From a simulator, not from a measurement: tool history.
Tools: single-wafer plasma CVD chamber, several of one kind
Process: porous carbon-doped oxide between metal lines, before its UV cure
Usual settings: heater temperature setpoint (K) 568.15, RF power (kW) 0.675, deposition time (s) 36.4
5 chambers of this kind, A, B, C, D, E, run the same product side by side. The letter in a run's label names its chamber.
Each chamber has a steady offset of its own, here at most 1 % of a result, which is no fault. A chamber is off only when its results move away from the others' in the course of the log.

run   hour  heater temperature setpoint (K)  RF power (kW)  deposition time (s)  hours since the last thermocouple change  hours since the last RF generator calibration  read-back reference wafer on the same gauge, thickness_nm  mean film thickness on the monitor wafer (nm)
 1D    7.6                           568.15          0.675                 36.4                                     877.7                                            625                                                     282.93                                         242.28
 2C   18.1                           568.15          0.675                 36.4                                    1121.1                                          175.8                                                     282.92                                         245.08
 3E   32.6                           568.15          0.675                 36.4                                     853.7                                            668                                                     282.85                                         246.96
 4B   48.5                           568.15          0.675                 36.4                                    1698.1                                         1405.8                                                     283.06                                         245.02
 5A   57.4                           568.15          0.675                 36.4                                     888.8                                           1800                                                     282.98                                         246.62
 6A   68.6                           568.15          0.675                 36.4                                       900                                         1811.2                                                     283.06                                         246.31
      69.7  -- chamber C: thermocouple changed; heater temperature recalibrated
 7E   76.5                           555.15          0.675                 36.4                                     897.6                                          711.9                                                     283.07                                         266.93
 8B     90                           555.15          0.675                 36.4                                    1739.6                                         1447.3                                                      283.1                                            266
 9C  105.3                           555.15          0.675                 36.4                                      35.6                                            263                                                     283.11                                         266.49
10D    114                           555.15          0.675                 36.4                                     984.1                                          731.4                                                     283.01                                         262.82
11A  127.4                           555.15          0.675                 36.4                                     958.8                                           1870                                                     283.09                                         266.22
12B  141.4                           568.15          0.675                 36.4                                      1791                                         1498.7                                                     283.13                                         244.69
13C  150.2                           568.15          0.675                 36.4                                      80.5                                          307.9                                                     283.07                                          245.7
14E  165.5                           568.15          0.675                 36.4                                     986.6                                          800.9                                                     283.12                                         246.65
15D  174.2                           568.15          0.675                 33.6                                    1044.3                                          791.6                                                     282.98                                         225.49
16E  187.1                           568.15          0.675                 33.6                                    1008.2                                          822.5                                                     283.19                                         228.18
     194.3  -- chamber B: RF generator calibrated
17A  200.8                           568.15          0.675                 33.6                                    1032.2                                         1943.4                                                     282.99                                         226.88
18D  211.8                           568.15          0.675                 33.6                                    1081.9                                          829.2                                                     282.97                                         223.22
19B  220.7                           568.15          0.675                 33.6                                    1870.3                                           26.4                                                     283.06                                         225.32
20C  228.8                           568.15          0.675                 36.4                                     159.1                                          386.5                                                     282.91                                         246.27
21C  241.5                           568.15          0.675                 36.4                                     171.8                                          399.2                                                     283.08                                          245.9
22B  255.4                           568.15          0.675                 36.4                                      1905                                           61.1                                                     283.13                                         244.22
23D    265                           568.15          0.675                 36.4                                    1135.1                                          882.4                                                     282.94                                         243.27
24E    281                           568.15          0.675                 36.4                                    1102.1                                          916.4                                                        283                                         247.03
25A  291.8                           568.15          0.675                 36.4                                    1123.2                                         2034.4                                                     282.97                                         245.56
     300.7  -- chamber A: RF generator calibrated
26C  307.2                           568.15          0.675                 36.4                                     237.5                                          464.9                                                     282.88                                         245.18
     308.4  -- chamber D: RF generator calibrated
27B  320.7                           568.15          0.675                 36.4                                    1970.3                                          126.4                                                     282.87                                         245.05
     326.6  -- chamber D: thermocouple changed; heater temperature recalibrated
28E    328                           568.15          0.675                 36.4                                    1149.1                                          963.4                                                     283.01                                         246.41
     337.9  -- chamber E: RF generator calibrated
29D  342.7                           568.15          0.675                 36.4                                      16.2                                           34.4                                                     282.97                                         243.89
30A  354.5                           568.15          0.755                 36.4                                    1185.9                                           53.8                                                     282.86                                         265.16
31C  362.6                           568.15          0.755                 36.4                                     292.9                                          520.3                                                     283.11                                         262.84
32B  371.4                           568.15          0.755                 36.4                                      2021                                          177.1                                                     282.97                                         263.57
33A    379                           568.15          0.755                 36.4                                    1210.4                                           78.3                                                     282.94                                         264.27
34E  388.6                           568.15          0.755                 36.4                                    1209.7                                           50.7                                                     283.12                                         265.32
35D  398.9                           568.15          0.675                 36.4                                      72.4                                           90.6                                                     282.94                                         241.49
36B  410.6                           568.15          0.675                 36.4                                    2060.2                                          216.3                                                     283.07                                         244.53
37C  419.6                           568.15           0.57                 30.3                                     349.9                                          577.3                                                     283.02                                         183.51
38A    435                           568.15           0.57                 30.3                                    1266.4                                          134.3                                                     283.06                                         183.88

Is one chamber off against the others, does the gauge drift, or is nothing wrong? If a chamber is off, say which, and what the likeliest cause is.

No chamber stands off beyond its own small offset, and the gauge holds steady.

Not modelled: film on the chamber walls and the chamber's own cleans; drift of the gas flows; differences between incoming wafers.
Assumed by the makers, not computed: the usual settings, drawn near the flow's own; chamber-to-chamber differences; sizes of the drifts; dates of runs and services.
